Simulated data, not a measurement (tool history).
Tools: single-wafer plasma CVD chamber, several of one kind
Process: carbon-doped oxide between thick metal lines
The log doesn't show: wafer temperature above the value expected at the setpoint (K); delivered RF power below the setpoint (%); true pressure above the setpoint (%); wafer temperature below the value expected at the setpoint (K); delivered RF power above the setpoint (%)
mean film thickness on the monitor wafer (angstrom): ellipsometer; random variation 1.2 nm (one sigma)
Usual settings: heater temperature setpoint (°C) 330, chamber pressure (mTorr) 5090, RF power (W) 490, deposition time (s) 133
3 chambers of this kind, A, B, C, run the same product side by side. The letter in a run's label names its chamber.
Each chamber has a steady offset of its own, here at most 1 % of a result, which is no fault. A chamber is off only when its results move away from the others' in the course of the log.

| run | day | heater temperature setpoint (°C) | chamber pressure (mTorr) | RF power (W) | deposition time (s) | hours since the last thermocouple change | hours since the last RF generator calibration | hours since the last manometer calibration | read-back reference wafer on the same gauge, thickness_nm | mean film thickness on the monitor wafer (angstrom) |
|---|---|---|---|---|---|---|---|---|---|---|
| 1B | 0.125 | 330 | 5090 | 490 | 133 | 2417.6 | 1944.4 | 446.1 | 764.23 | 7015.9 |
| 2A | 0.333 | 330 | 5090 | 490 | 133 | 87.0 | 438.9 | 453.8 | 764.28 | 6993.1 |
| 3C | 0.512 | 330 | 5090 | 490 | 133 | 79.2 | 174.4 | 1360.4 | 764.75 | 7062.3 |
| 4A | 0.683 | 330 | 5090 | 490 | 133 | 95.4 | 447.3 | 462.2 | 765.00 | 6984.3 |
| 5B | 0.783 | 330 | 4410 | 490 | 143 | 2433.4 | 1960.2 | 461.9 | 764.97 | 7366.9 |
| 6C | 0.883 | 330 | 4410 | 490 | 143 | 88.1 | 183.3 | 1369.3 | 765.06 | 7456.7 |
| 7B | 1.075 | 330 | 4410 | 490 | 143 | 2440.4 | 1967.2 | 468.9 | 765.19 | 7403.4 |
| 8A | 1.262 | 330 | 5090 | 490 | 133 | 109.3 | 461.2 | 476.1 | 765.90 | 6997.5 |
| 9C | 1.467 | 330 | 5090 | 490 | 133 | 102.1 | 197.3 | 1383.3 | 765.66 | 7090.4 |
| 10A | 1.604 | 330 | 5090 | 490 | 133 | 117.5 | 469.4 | 484.3 | 766.01 | 7027.1 |
| 11B | 1.804 | 330 | 5090 | 490 | 133 | 2457.9 | 1984.7 | 486.4 | 766.50 | 7029.0 |
| 12C | 1.979 | 330 | 5090 | 490 | 133 | 114.4 | 209.6 | 1395.6 | 766.72 | 7092.4 |
| 13B | 2.175 | 330 | 5090 | 490 | 133 | 2466.8 | 1993.6 | 495.3 | 767.05 | 7042.6 |
|  | 2.217 | chamber B: thermocouple changed; heater temperature recalibrated |
| 14A | 2.367 | 330 | 5090 | 490 | 133 | 135.8 | 487.7 | 502.6 | 766.89 | 7006.6 |
| 15C | 2.571 | 330 | 5090 | 490 | 133 | 128.6 | 223.8 | 1409.8 | 767.81 | 7086.2 |
| 16C | 2.733 | 330 | 6270 | 490 | 133 | 132.5 | 227.7 | 1413.7 | 767.58 | 7305.8 |
| 17A | 2.858 | 330 | 6270 | 490 | 133 | 147.6 | 499.5 | 514.4 | 767.68 | 7207.8 |
| 18B | 2.971 | 330 | 6270 | 490 | 133 | 18.1 | 2012.7 | 514.4 | 768.10 | 7238.0 |
| 19B | 3.088 | 330 | 5090 | 490 | 133 | 20.9 | 2015.5 | 517.2 | 768.64 | 7040.8 |
| 20C | 3.275 | 330 | 5090 | 490 | 133 | 145.5 | 240.7 | 1426.7 | 768.32 | 7084.7 |
| 21A | 3.450 | 330 | 5090 | 490 | 133 | 161.8 | 513.7 | 528.6 | 768.40 | 7018.6 |
| 22B | 3.629 | 330 | 5090 | 490 | 133 | 33.9 | 2028.5 | 530.2 | 768.63 | 7025.7 |
| 23C | 3.725 | 330 | 5090 | 490 | 133 | 156.3 | 251.5 | 1437.5 | 768.86 | 7106.8 |
| 24A | 3.850 | 330 | 5090 | 490 | 133 | 171.4 | 523.3 | 538.2 | 769.07 | 7022.3 |
| 25C | 4.008 | 330 | 5090 | 490 | 133 | 163.1 | 258.3 | 1444.3 | 769.57 | 7146.0 |

Next, every chamber runs the same settings. What will each give?
| 26A | 4.158 | 330 | 5090 | 490 | 133 |  |  |  |  | ? |
| 26B | 4.158 | 330 | 5090 | 490 | 133 |  |  |  |  | ? |
| 26C | 4.158 | 330 | 5090 | 490 | 133 |  |  |  |  | ? |

| run | mean film thickness on the monitor wafer (angstrom) |
|---|---|
| 26A | 7021.1 |
| 26B | 7053.5 |
| 26C | 7122.9 |
